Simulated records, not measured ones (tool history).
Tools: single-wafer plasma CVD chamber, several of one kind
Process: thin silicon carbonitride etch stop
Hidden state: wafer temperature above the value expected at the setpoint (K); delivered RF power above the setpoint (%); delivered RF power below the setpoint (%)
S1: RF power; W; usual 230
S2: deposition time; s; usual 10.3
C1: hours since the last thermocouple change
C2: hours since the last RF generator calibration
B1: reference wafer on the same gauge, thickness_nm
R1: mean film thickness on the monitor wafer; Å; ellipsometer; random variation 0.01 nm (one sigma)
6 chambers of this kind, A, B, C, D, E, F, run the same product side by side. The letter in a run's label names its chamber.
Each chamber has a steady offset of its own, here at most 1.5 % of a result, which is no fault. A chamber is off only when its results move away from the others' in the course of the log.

{"run": "1D", "hour": 9.2, "S1": 230, "S2": 10.3, "C1": 369.7, "C2": 1640.4, "B1": 5.6566, "R1": 61.12}
{"run": "2F", "hour": 15.7, "S1": 230, "S2": 10.3, "C1": 623.3, "C2": 987.7, "B1": 5.6573, "R1": 60.844}
{"run": "3B", "hour": 24.9, "S1": 230, "S2": 10.3, "C1": 2438.5, "C2": 1083.2, "B1": 5.6584, "R1": 61.502}
{"run": "4E", "hour": 32.0, "S1": 230, "S2": 10.3, "C1": 1618.3, "C2": 1959.2, "B1": 5.6557, "R1": 61.455}
{"run": "5A", "hour": 39.5, "S1": 230, "S2": 10.3, "C1": 1050.4, "C2": 576.6, "B1": 5.6561, "R1": 60.933}
{"run": "6C", "hour": 48.6, "S1": 230, "S2": 10.3, "C1": 1612.4, "C2": 2459.3, "B1": 5.6511, "R1": 61.829}
{"hour": 53.9, "done": "chamber F: RF generator calibrated"}
{"run": "7C", "hour": 57.3, "S1": 230, "S2": 10.3, "C1": 1621.1, "C2": 2468, "B1": 5.6518, "R1": 61.526}
{"run": "8A", "hour": 62.7, "S1": 230, "S2": 10.3, "C1": 1073.6, "C2": 599.8, "B1": 5.6533, "R1": 60.927}
{"run": "9F", "hour": 71.8, "S1": 230, "S2": 10.3, "C1": 679.4, "C2": 18, "B1": 5.6506, "R1": 60.852}
{"run": "10D", "hour": 77.8, "S1": 230, "S2": 10.3, "C1": 438.3, "C2": 1709, "B1": 5.6486, "R1": 60.962}
{"hour": 83.7, "done": "chamber C: RF generator calibrated"}
{"run": "11B", "hour": 86.3, "S1": 185, "S2": 11.7, "C1": 2499.9, "C2": 1144.6, "B1": 5.6461, "R1": 65.488}
{"run": "12E", "hour": 91.2, "S1": 185, "S2": 11.7, "C1": 1677.5, "C2": 2018.4, "B1": 5.6463, "R1": 65.58}
{"run": "13F", "hour": 100.0, "S1": 185, "S2": 11.7, "C1": 707.6, "C2": 46.2, "B1": 5.647, "R1": 64.65}
{"run": "14C", "hour": 108.1, "S1": 185, "S2": 11.7, "C1": 1671.9, "C2": 24.4, "B1": 5.6471, "R1": 65.632}
{"run": "15A", "hour": 116.4, "S1": 185, "S2": 11.7, "C1": 1127.3, "C2": 653.5, "B1": 5.6418, "R1": 64.672}
{"run": "16B", "hour": 126.4, "S1": 185, "S2": 11.7, "C1": 2540, "C2": 1184.7, "B1": 5.6408, "R1": 65.529}
{"run": "17D", "hour": 131.3, "S1": 230, "S2": 10.3, "C1": 491.8, "C2": 1762.5, "B1": 5.6433, "R1": 61.06}
{"run": "18E", "hour": 138.4, "S1": 230, "S2": 10.3, "C1": 1724.7, "C2": 2065.6, "B1": 5.6387, "R1": 61.43}
{"run": "19D", "hour": 145.2, "S1": 230, "S2": 10.3, "C1": 505.7, "C2": 1776.4, "B1": 5.6423, "R1": 60.964}
{"run": "20E", "hour": 152.4, "S1": 230, "S2": 10.3, "C1": 1738.7, "C2": 2079.6, "B1": 5.6405, "R1": 61.374}
{"run": "21F", "hour": 160.2, "S1": 230, "S2": 10.3, "C1": 767.8, "C2": 106.4, "B1": 5.6373, "R1": 60.727}
{"run": "22C", "hour": 166.8, "S1": 230, "S2": 10.3, "C1": 1730.6, "C2": 83.1, "B1": 5.6376, "R1": 61.606}
{"run": "23B", "hour": 175.7, "S1": 230, "S2": 10.3, "C1": 2589.3, "C2": 1234, "B1": 5.6364, "R1": 61.2}
{"run": "24A", "hour": 182.4, "S1": 230, "S2": 10.3, "C1": 1193.3, "C2": 719.5, "B1": 5.6363, "R1": 60.635}
{"run": "25F", "hour": 188.1, "S1": 230, "S2": 10.3, "C1": 795.7, "C2": 134.3, "B1": 5.6323, "R1": 60.55}
{"run": "26B", "hour": 194.7, "S1": 230, "S2": 10.3, "C1": 2608.3, "C2": 1253, "B1": 5.6338, "R1": 61.068}
{"run": "27A", "hour": 202.5, "S1": 230, "S2": 10.3, "C1": 1213.4, "C2": 739.6, "B1": 5.6311, "R1": 60.707}
{"run": "28D", "hour": 207.3, "S1": 230, "S2": 10.3, "C1": 567.8, "C2": 1838.5, "B1": 5.6317, "R1": 60.856}
{"run": "29E", "hour": 212.5, "S1": 190, "S2": 9.6, "C1": 1798.8, "C2": 2139.7, "B1": 5.6315, "R1": 54.089}
{"run": "30C", "hour": 217.3, "S1": 190, "S2": 9.6, "C1": 1781.1, "C2": 133.6, "B1": 5.6326, "R1": 54.199}
{"run": "31A", "hour": 224.3, "S1": 190, "S2": 9.6, "C1": 1235.2, "C2": 761.4, "B1": 5.6297, "R1": 53.263}
{"run": "32D", "hour": 231.5, "S1": 190, "S2": 9.6, "C1": 592, "C2": 1862.7, "B1": 5.6275, "R1": 53.548}
{"run": "33B", "hour": 241.3, "S1": 190, "S2": 9.6, "C1": 2654.9, "C2": 1299.6, "B1": 5.6268, "R1": 53.901}
{"run": "34F", "hour": 249.6, "S1": 190, "S2": 9.6, "C1": 857.2, "C2": 195.8, "B1": 5.6265, "R1": 53.364}
{"run": "35E", "hour": 255.0, "S1": 230, "S2": 10.3, "C1": 1841.3, "C2": 2182.2, "B1": 5.626, "R1": 61.141}
{"run": "36C", "hour": 264.3, "S1": 230, "S2": 10.3, "C1": 1828.1, "C2": 180.6, "B1": 5.6263, "R1": 61.516}
{"run": "37A", "hour": 269.7, "S1": 230, "S2": 10.3, "C1": 1280.6, "C2": 806.8, "B1": 5.6194, "R1": 60.645}

Next, every chamber runs the same settings. What will each give?
{"run": "38A", "hour": 276.9, "S1": 230, "S2": 10.3, "R1": "?"}
{"run": "38B", "hour": 276.9, "S1": 230, "S2": 10.3, "R1": "?"}
{"run": "38C", "hour": 276.9, "S1": 230, "S2": 10.3, "R1": "?"}
{"run": "38D", "hour": 276.9, "S1": 230, "S2": 10.3, "R1": "?"}
{"run": "38E", "hour": 276.9, "S1": 230, "S2": 10.3, "R1": "?"}
{"run": "38F", "hour": 276.9, "S1": 230, "S2": 10.3, "R1": "?"}

run=38A R1=60.401
run=38B R1=61.152
run=38C R1=61.455
run=38D R1=60.799
run=38E R1=61.222
run=38F R1=60.592
